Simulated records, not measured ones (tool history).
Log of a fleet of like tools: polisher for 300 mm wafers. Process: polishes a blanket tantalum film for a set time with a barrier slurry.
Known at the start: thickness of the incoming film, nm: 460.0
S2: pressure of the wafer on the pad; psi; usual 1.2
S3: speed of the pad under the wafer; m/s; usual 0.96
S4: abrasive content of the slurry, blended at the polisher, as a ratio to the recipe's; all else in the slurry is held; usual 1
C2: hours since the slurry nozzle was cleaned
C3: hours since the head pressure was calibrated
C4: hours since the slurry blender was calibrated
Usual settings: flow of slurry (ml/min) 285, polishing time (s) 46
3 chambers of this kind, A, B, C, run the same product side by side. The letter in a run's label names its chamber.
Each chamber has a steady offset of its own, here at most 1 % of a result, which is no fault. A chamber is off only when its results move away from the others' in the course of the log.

-- hour=5.6 chamber C: worn pad replaced by a new one
run 1A hour=8.9 | flow_of_slurry_(ml/min)=285 S2=1.2 S3=0.96 S4=1 polishing_time_(s)=46 | wafers_polished_on_this_pad=764 C2=66.2 C3=128 C4=88.6 | film_removed_(nm)=46.254
run 2C hour=17.1 | flow_of_slurry_(ml/min)=285 S2=1.2 S3=0.96 S4=1 polishing_time_(s)=46 | wafers_polished_on_this_pad=183 C2=162.5 C3=54.8 C4=298.7 | film_removed_(nm)=46.065
-- hour=28.9 chamber A: worn pad replaced by a new one
run 3B hour=30.4 | flow_of_slurry_(ml/min)=285 S2=1.2 S3=0.96 S4=1 polishing_time_(s)=46 | wafers_polished_on_this_pad=571 C2=276.2 C3=70.4 C4=276 | film_removed_(nm)=46.848
-- hour=38 chamber B: worn pad replaced by a new one
run 4A hour=41.2 | flow_of_slurry_(ml/min)=285 S2=1.2 S3=0.96 S4=1 polishing_time_(s)=46 | wafers_polished_on_this_pad=197 C2=98.5 C3=160.3 C4=120.9 | film_removed_(nm)=46.505
-- hour=49.7 chamber B: slurry blender recalibrated
run 5C hour=52.9 | flow_of_slurry_(ml/min)=285 S2=1.2 S3=0.96 S4=1 polishing_time_(s)=46 | wafers_polished_on_this_pad=755 C2=198.3 C3=90.6 C4=334.5 | film_removed_(nm)=46.064
run 6B hour=60.6 | flow_of_slurry_(ml/min)=285 S2=1.2 S3=0.96 S4=1 polishing_time_(s)=46 | wafers_polished_on_this_pad=362 C2=306.4 C3=100.6 C4=10.9 | film_removed_(nm)=47.091
run 7A hour=69.4 | flow_of_slurry_(ml/min)=285 S2=1.2 S3=0.96 S4=1 polishing_time_(s)=46 | wafers_polished_on_this_pad=647 C2=126.7 C3=188.5 C4=149.1 | film_removed_(nm)=45.92
-- hour=76.6 chamber B: worn pad replaced by a new one
run 8C hour=77.9 | flow_of_slurry_(ml/min)=285 S2=1.2 S3=0.96 S4=1 polishing_time_(s)=46 | wafers_polished_on_this_pad=1154 C2=223.3 C3=115.6 C4=359.5 | film_removed_(nm)=45.841
run 9B hour=85 | flow_of_slurry_(ml/min)=285 S2=1.2 S3=0.96 S4=1 polishing_time_(s)=46 | wafers_polished_on_this_pad=135 C2=330.8 C3=125 C4=35.3 | film_removed_(nm)=46.775
-- hour=87 chamber A: worn pad replaced by a new one
-- hour=93.6 chamber C: worn pad replaced by a new one
run 10B hour=94.3 | flow_of_slurry_(ml/min)=285 S2=1.2 S3=0.96 S4=1 polishing_time_(s)=46 | wafers_polished_on_this_pad=284 C2=340.1 C3=134.3 C4=44.6 | film_removed_(nm)=46.464
run 11A hour=108.3 | flow_of_slurry_(ml/min)=285 S2=1.2 S3=0.96 S4=1 polishing_time_(s)=46 | wafers_polished_on_this_pad=341 C2=165.6 C3=227.4 C4=188 | film_removed_(nm)=45.497
-- hour=116.4 chamber B: worn pad replaced by a new one
run 12C hour=121.2 | flow_of_slurry_(ml/min)=285 S2=1.2 S3=0.96 S4=1 polishing_time_(s)=46 | wafers_polished_on_this_pad=442 C2=266.6 C3=158.9 C4=402.8 | film_removed_(nm)=46.113
run 13C hour=129.1 | flow_of_slurry_(ml/min)=285 S2=1.2 S3=0.96 S4=1 polishing_time_(s)=46 | wafers_polished_on_this_pad=568 C2=274.5 C3=166.8 C4=410.7 | film_removed_(nm)=46.97
-- hour=139.9 chamber A: worn pad replaced by a new one
run 14A hour=142.7 | flow_of_slurry_(ml/min)=285 S2=1.2 S3=0.96 S4=1 polishing_time_(s)=46 | wafers_polished_on_this_pad=45 C2=200 C3=261.8 C4=222.4 | film_removed_(nm)=45.902
-- hour=152.6 chamber B: worn pad replaced by a new one
run 15B hour=154.3 | flow_of_slurry_(ml/min)=285 S2=1.2 S3=0.96 S4=0.8 polishing_time_(s)=46 | wafers_polished_on_this_pad=27 C2=400.1 C3=194.3 C4=104.6 | film_removed_(nm)=43.728
run 16C hour=161.4 | flow_of_slurry_(ml/min)=285 S2=1.2 S3=0.96 S4=0.8 polishing_time_(s)=46 | wafers_polished_on_this_pad=1084 C2=306.8 C3=199.1 C4=443 | film_removed_(nm)=43.374
run 17B hour=169.4 | flow_of_slurry_(ml/min)=285 S2=1.2 S3=0.96 S4=0.8 polishing_time_(s)=46 | wafers_polished_on_this_pad=268 C2=415.2 C3=209.4 C4=119.7 | film_removed_(nm)=43.01
run 18A hour=176.1 | flow_of_slurry_(ml/min)=285 S2=1.2 S3=0.96 S4=1 polishing_time_(s)=46 | wafers_polished_on_this_pad=578 C2=233.4 C3=295.2 C4=255.8 | film_removed_(nm)=46.04
run 19A hour=184.6 | flow_of_slurry_(ml/min)=285 S2=1.2 S3=1.14 S4=1 polishing_time_(s)=61 | wafers_polished_on_this_pad=713 C2=241.9 C3=303.7 C4=264.3 | film_removed_(nm)=72.249
run 20C hour=196.1 | flow_of_slurry_(ml/min)=285 S2=1.2 S3=1.14 S4=1 polishing_time_(s)=61 | wafers_polished_on_this_pad=1637 C2=341.5 C3=233.8 C4=477.7 | film_removed_(nm)=72.321

All 3 chambers run these settings next. Forecast each chamber's results:
run 21A hour=206.3 | flow_of_slurry_(ml/min)=285 S2=1.2 S3=0.96 S4=1 polishing_time_(s)=46 | film_removed_(nm)=?
run 21B hour=206.3 | flow_of_slurry_(ml/min)=285 S2=1.2 S3=0.96 S4=1 polishing_time_(s)=46 | film_removed_(nm)=?
run 21C hour=206.3 | flow_of_slurry_(ml/min)=285 S2=1.2 S3=0.96 S4=1 polishing_time_(s)=46 | film_removed_(nm)=?

run=21A film_removed_(nm)=46.409
run=21B film_removed_(nm)=47.261
run=21C film_removed_(nm)=46.255

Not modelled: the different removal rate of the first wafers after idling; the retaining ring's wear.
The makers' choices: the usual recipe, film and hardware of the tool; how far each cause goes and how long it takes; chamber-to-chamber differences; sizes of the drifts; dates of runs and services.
